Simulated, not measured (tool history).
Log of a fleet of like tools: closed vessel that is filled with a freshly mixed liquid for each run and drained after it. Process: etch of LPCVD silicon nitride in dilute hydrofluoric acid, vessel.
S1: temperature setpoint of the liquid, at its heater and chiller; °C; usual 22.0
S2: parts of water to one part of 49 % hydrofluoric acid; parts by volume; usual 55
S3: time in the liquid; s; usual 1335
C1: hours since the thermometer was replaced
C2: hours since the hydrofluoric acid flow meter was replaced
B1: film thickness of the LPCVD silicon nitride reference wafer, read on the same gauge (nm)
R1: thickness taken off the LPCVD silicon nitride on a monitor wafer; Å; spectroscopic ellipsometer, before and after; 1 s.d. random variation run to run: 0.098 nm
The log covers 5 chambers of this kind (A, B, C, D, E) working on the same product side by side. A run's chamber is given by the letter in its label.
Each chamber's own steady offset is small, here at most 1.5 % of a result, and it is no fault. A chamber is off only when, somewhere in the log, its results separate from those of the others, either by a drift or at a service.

run	hour	S1	S2	S3	C1	C2	B1	R1
# hour 10.0: chamber B: thermometer replaced
1E	13.7	22.0	55	1335	2023.4	688.3	80.017	110.410
# hour 18.8: chamber E: thermometer replaced
2C	24.4	22.0	55	1335	778.9	1418.6	79.984	108.970
3B	33.3	22.0	55	1335	23.3	383.8	80.010	108.690
4D	47.7	22.0	55	1335	1081.9	782.8	80.008	107.680
5A	60.7	22.0	55	1335	145.0	836.8	79.968	107.120
6B	72.3	22.0	55	1335	62.3	422.8	79.990	108.860
7E	85.4	22.0	55	1335	66.7	760.0	79.997	106.570
# hour 94.3: chamber C: hydrofluoric acid flow meter replaced
8C	97.1	22.0	55	1335	851.6	2.8	80.000	110.540
9D	108.7	22.0	55	1335	1142.9	843.8	79.990	108.980
10A	120.1	22.0	55	1335	204.4	896.2	79.985	106.420
11A	133.2	22.0	55	1335	217.5	909.3	79.981	107.330
12B	142.7	22.0	55	1335	132.7	493.2	80.000	107.110
13C	150.8	22.0	55	1335	905.3	56.5	79.999	110.210
14D	160.9	22.0	55	1335	1195.1	896.0	79.975	108.330
15E	171.3	22.0	55	1335	152.6	845.9	80.021	108.820
16E	185.1	22.0	55	1335	166.4	859.7	80.004	106.780
17B	197.4	22.0	80	1335	187.4	547.9	80.007	74.583
18C	208.0	22.0	80	1335	962.5	113.7	80.004	78.194
19A	220.9	22.0	80	1335	305.2	997.0	80.005	75.065
20D	230.8	22.0	80	1335	1265.0	965.9	80.022	75.384
# hour 235.6: chamber B: hydrofluoric acid flow meter replaced
21E	242.6	22.0	80	1335	223.9	917.2	79.942	75.411
22A	254.8	22.0	55	1335	339.1	1030.9	79.993	108.090
23C	261.9	22.0	55	1335	1016.4	167.6	80.026	112.570
24D	269.4	22.0	55	1335	1303.6	1004.5	79.989	109.590
25B	282.3	22.0	55	2075	272.3	46.7	79.992	166.370
26D	294.4	22.0	55	2075	1328.6	1029.5	79.990	168.720
27E	302.3	22.0	55	2075	283.6	976.9	79.955	169.010
28A	311.1	22.0	55	2075	395.4	1087.2	80.008	164.980
29C	324.1	22.0	55	2075	1078.6	229.8	79.988	178.820
30B	333.1	22.0	55	1335	323.1	97.5	79.975	108.670
31C	347.4	22.0	55	1335	1101.9	253.1	79.996	114.790
32E	357.0	22.0	55	1335	338.3	1031.6	80.026	108.790
33A	366.5	22.0	55	1335	450.8	1142.6	80.016	106.290
34D	373.0	22.0	55	1335	1407.2	1108.1	80.001	109.000
35B	380.8	22.0	55	1335	370.8	145.2	79.991	109.010
36A	393.0	22.0	55	1335	477.3	1169.1	80.006	110.250
37D	404.2	22.0	55	1335	1438.4	1139.3	79.970	106.990

All 5 chambers run these settings next. Forecast each chamber's results:
38A	414.7	19.5	55	1335				?
38B	414.7	19.5	55	1335				?
38C	414.7	19.5	55	1335				?
38D	414.7	19.5	55	1335				?
38E	414.7	19.5	55	1335				?

run	R1
38A	91.568
38B	92.051
38C	98.739
38D	91.323
38E	90.017
